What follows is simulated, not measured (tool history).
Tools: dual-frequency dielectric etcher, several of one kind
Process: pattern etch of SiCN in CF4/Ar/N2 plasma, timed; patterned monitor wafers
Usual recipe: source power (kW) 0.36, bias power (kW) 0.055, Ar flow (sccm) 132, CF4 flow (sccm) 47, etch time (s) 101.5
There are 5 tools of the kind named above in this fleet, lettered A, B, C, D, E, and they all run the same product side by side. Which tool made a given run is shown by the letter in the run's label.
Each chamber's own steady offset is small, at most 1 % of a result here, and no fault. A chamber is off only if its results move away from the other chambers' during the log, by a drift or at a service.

run,hour,source power (kW),bias power (kW),Ar flow (sccm),CF4 flow (sccm),etch time (s),hours since the last wet clean,hours since the last source power generator calibration,hours since the last bias power generator calibration,hours since the last Ar flow controller change,hours since the last CF4 flow controller change,"read-back reference wafer on the same gauge, depth_nm",mean etch depth across the wafer (angstrom)
# hour 4.5: chamber D: CF4 flow controller replaced
1B,6.8,0.36,0.055,132,47,101.5,285.5,4256.9,1680,1379.5,1501.6,56.983,585.76
2E,13.9,0.36,0.055,132,47,101.5,342.6,606.6,944,2480.1,1579.8,56.959,585.92
3C,22.4,0.36,0.055,132,47,101.5,419.7,2000.4,1700.1,546.2,1139,56.977,578.69
4D,31.1,0.36,0.055,132,47,101.5,364.2,376.8,354.1,3225,26.7,57.043,577.95
5A,40.8,0.36,0.055,132,47,101.5,343.8,2425.7,1695.8,3318.6,1399.5,56.95,579.79
6A,53.5,0.36,0.055,132,47,101.5,356.5,2438.4,1708.5,3331.3,1412.2,57.003,578.48
7D,60.6,0.36,0.055,132,47,101.5,393.7,406.3,383.6,3254.5,56.2,57.023,578.41
8C,69.2,0.36,0.055,132,47,101.5,466.5,2047.2,1746.9,593,1185.8,56.994,583.3
# hour 71.8: chamber A: wet clean of the chamber
9E,77.8,0.36,0.055,132,47,101.5,406.5,670.5,1007.9,2544,1643.7,56.986,583.59
10B,85.6,0.36,0.055,132,47,101.5,364.3,4335.7,1758.8,1458.3,1580.4,56.931,590.19
11A,97.8,0.36,0.055,132,56,101.5,26.1,2482.7,1752.8,3375.6,1456.5,56.975,595.86
# hour 109.2: chamber D: wet clean of the chamber
12E,110.5,0.36,0.055,132,56,101.5,439.2,703.2,1040.6,2576.7,1676.4,57.004,604.53
# hour 119.8: chamber E: wet clean of the chamber
13B,121.5,0.36,0.055,132,56,101.5,400.2,4371.6,1794.7,1494.2,1616.3,57.022,603.11
# hour 121.9: chamber C: wet clean of the chamber
14D,132.8,0.36,0.055,132,56,101.5,23.6,478.5,455.8,3326.7,128.4,56.969,599.22
# hour 142.4: chamber D: Ar flow controller replaced
15C,142.4,0.36,0.055,132,56,101.5,20.5,2120.4,1820.1,666.2,1259,56.996,632.59
16D,149.8,0.36,0.055,132,47,101.5,40.6,495.5,472.8,7.4,145.4,56.988,580.75
17E,161,0.36,0.055,132,47,101.5,41.2,753.7,1091.1,2627.2,1726.9,57.022,579.98
18A,169.9,0.36,0.055,132,47,101.5,98.2,2554.8,1824.9,3447.7,1528.6,56.974,578.34
19C,177.4,0.36,0.055,132,47,101.5,55.5,2155.4,1855.1,701.2,1294,56.954,619.39
20B,189.5,0.36,0.055,132,47,101.5,468.2,4439.6,1862.7,1562.2,1684.3,57.001,582.63
21A,197.7,0.4,0.055,132,58,101.5,126,2582.6,1852.7,3475.5,1556.4,56.933,662.55
22C,204.5,0.4,0.055,132,58,101.5,82.6,2182.5,1882.2,728.3,1321.1,57.01,697.59
23B,214.7,0.4,0.055,132,58,101.5,493.4,4464.8,1887.9,1587.4,1709.5,56.979,671.73
24E,223.4,0.4,0.055,132,58,101.5,103.6,816.1,1153.5,2689.6,1789.3,57.018,675.72
25D,232.7,0.4,0.055,132,58,101.5,123.5,578.4,555.7,90.3,228.3,57.014,664.59
26C,240.8,0.36,0.055,132,47,101.5,118.9,2218.8,1918.5,764.6,1357.4,57.004,613.73
27A,247.7,0.36,0.055,132,47,101.5,176,2632.6,1902.7,3525.5,1606.4,57.028,580.71
28D,260.4,0.36,0.055,132,47,101.5,151.2,606.1,583.4,118,256,57.038,576.48
29B,272.3,0.32,0.055,132,47,101.5,551,4522.4,1945.5,1645,1767.1,57.015,526.93
30E,281.1,0.32,0.055,132,47,101.5,161.3,873.8,1211.2,2747.3,1847,56.973,530.76
31E,290.5,0.32,0.055,132,47,101.5,170.7,883.2,1220.6,2756.7,1856.4,56.986,531.12
32C,302.3,0.32,0.055,132,47,101.5,180.4,2280.3,1980,826.1,1418.9,56.945,557.75
33D,313.9,0.32,0.055,132,47,101.5,204.7,659.6,636.9,171.5,309.5,57.004,522.49
34A,320.3,0.36,0.055,132,47,101.5,248.6,2705.2,1975.3,3598.1,1679,57.029,580.55
# hour 328.2: chamber A: source power generator calibrated
# hour 328.8: chamber A: bias power generator calibrated
35B,328.8,0.36,0.055,132,47,101.5,607.5,4578.9,2002,1701.5,1823.6,57.012,583.82
36B,340,0.36,0.055,132,47,101.5,618.7,4590.1,2013.2,1712.7,1834.8,56.96,581.47
37C,348.9,0.36,0.055,132,47,101.5,227,2326.9,2026.6,872.7,1465.5,57.01,609.8
38A,357,0.36,0.055,132,47,101.5,285.3,28.8,28.3,3634.8,1715.7,57.016,580.2
39E,364.8,0.36,0.055,132,47,101.5,245,957.5,1294.9,2831,1930.7,56.975,586.76

For the next run the whole fleet of 5 chambers uses the same settings. Give each chamber's results:
40A,373.9,0.36,0.055,132,47,116.5,,,,,,,?
40B,373.9,0.36,0.055,132,47,116.5,,,,,,,?
40C,373.9,0.36,0.055,132,47,116.5,,,,,,,?
40D,373.9,0.36,0.055,132,47,116.5,,,,,,,?
40E,373.9,0.36,0.055,132,47,116.5,,,,,,,?

run,mean etch depth across the wafer (angstrom)
40A,665.3
40B,669.22
40C,703.08
40D,660.58
40E,673.19
